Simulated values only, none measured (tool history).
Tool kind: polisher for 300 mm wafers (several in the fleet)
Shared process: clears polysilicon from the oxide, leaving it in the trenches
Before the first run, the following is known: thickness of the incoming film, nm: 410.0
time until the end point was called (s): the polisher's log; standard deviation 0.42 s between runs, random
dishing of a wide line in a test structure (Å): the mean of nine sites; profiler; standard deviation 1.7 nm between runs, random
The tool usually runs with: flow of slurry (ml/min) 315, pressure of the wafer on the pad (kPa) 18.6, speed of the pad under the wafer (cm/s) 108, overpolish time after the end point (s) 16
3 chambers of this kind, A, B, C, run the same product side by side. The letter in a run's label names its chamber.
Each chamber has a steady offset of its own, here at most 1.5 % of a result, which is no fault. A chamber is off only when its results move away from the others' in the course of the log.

run	hour	flow of slurry (ml/min)	pressure of the wafer on the pad (kPa)	speed of the pad under the wafer (cm/s)	overpolish time after the end point (s)	wafers polished on this pad	hours since the slurry nozzle was cleaned	hours since the head pressure was calibrated	time until the end point was called (s)	dishing of a wide line in a test structure (Å)
1C	12.0	315	18.6	108	16	319	98.6	695.8	32.610	717.64
2B	21.1	315	18.6	108	16	915	263.9	216.5	32.647	715.55
3A	30.4	315	18.6	108	16	579	123.3	946.3	32.121	730.46
4B	39.0	315	18.6	108	16	1131	281.8	234.4	31.620	714.74
# hour 45.1: chamber A: worn pad replaced by a new one
5C	47.9	315	18.6	108	16	752	134.5	731.7	32.597	737.42
# hour 51.4: chamber C: worn pad replaced by a new one
6A	61.7	315	18.6	108	16	201	154.6	977.6	31.517	756.54
7B	69.5	350	18.6	108	20	1498	312.3	264.9	31.955	730.29
8A	79.8	350	18.6	108	20	419	172.7	995.7	32.570	755.40
9C	95.2	350	18.6	108	20	528	181.8	779.0	32.070	771.16
10C	107.8	315	18.6	108	16	680	194.4	791.6	32.780	731.57
# hour 113.7: chamber A: worn pad replaced by a new one
# hour 123.7: chamber C: worn pad replaced by a new one
11B	124.2	315	18.6	108	16	2158	367.0	319.6	31.627	724.85
12A	138.7	315	18.6	108	9	302	231.6	1054.6	32.604	616.52
13C	146.7	315	18.6	108	9	277	233.3	830.5	33.226	595.04
14B	160.2	315	18.6	108	9	2591	403.0	355.6	33.561	595.17
15A	174.1	315	18.6	108	16	729	267.0	1090.0	32.541	736.18
16A	184.9	315	18.6	108	16	859	277.8	1100.8	33.025	735.02
# hour 192.7: chamber C: worn pad replaced by a new one
17C	194.4	315	22.1	108	16	21	281.0	878.2	27.650	762.15
# hour 194.8: chamber A: worn pad replaced by a new one
# hour 201.4: chamber B: head pressure recalibrated
18B	203.8	315	22.1	108	16	3117	446.6	2.5	28.216	753.84
19A	211.2	315	22.1	108	16	197	304.1	1127.1	26.920	757.74
20B	221.4	315	18.6	108	16	3329	464.2	20.1	33.318	705.66
21C	236.5	315	18.6	108	16	528	323.1	920.3	32.892	722.14
22A	244.5	315	18.6	108	16	599	337.4	1160.4	32.385	736.62
23B	253.6	315	18.6	108	16	3717	496.4	52.3	34.312	721.24
# hour 257.6: chamber A: worn pad replaced by a new one
24C	267.1	395	18.6	140	16	897	353.7	950.9	25.032	761.44
# hour 269.6: chamber C: worn pad replaced by a new one
25B	277.9	395	18.6	140	16	4010	520.7	76.6	26.111	738.90
26C	291.6	395	18.6	140	16	265	378.2	975.4	24.906	759.12
27A	303.7	315	18.6	108	16	556	396.6	1219.6	32.237	758.97
28A	310.8	315	18.6	108	16	642	403.7	1226.7	32.268	748.46
29B	322.2	315	18.6	108	16	4544	565.0	120.9	34.860	720.08
# hour 333.4: chamber C: worn pad replaced by a new one
30C	336.2	315	13.8	108	16	33	422.8	1020.0	45.417	700.89
31C	345.6	315	13.8	108	16	147	432.2	1029.4	44.762	667.48
32B	354.3	315	13.8	108	16	4931	597.1	153.0	47.359	644.33

Each of the 3 chambers runs these same settings next. Fill in every chamber's results:
33A	366.0	315	21.4	108	16				?	?
33B	366.0	315	21.4	108	16				?	?
33C	366.0	315	21.4	108	16				?	?

run	time until the end point was called (s)	dishing of a wide line in a test structure (Å)
33A	27.559	747.05
33B	30.957	736.81
33C	28.609	735.93

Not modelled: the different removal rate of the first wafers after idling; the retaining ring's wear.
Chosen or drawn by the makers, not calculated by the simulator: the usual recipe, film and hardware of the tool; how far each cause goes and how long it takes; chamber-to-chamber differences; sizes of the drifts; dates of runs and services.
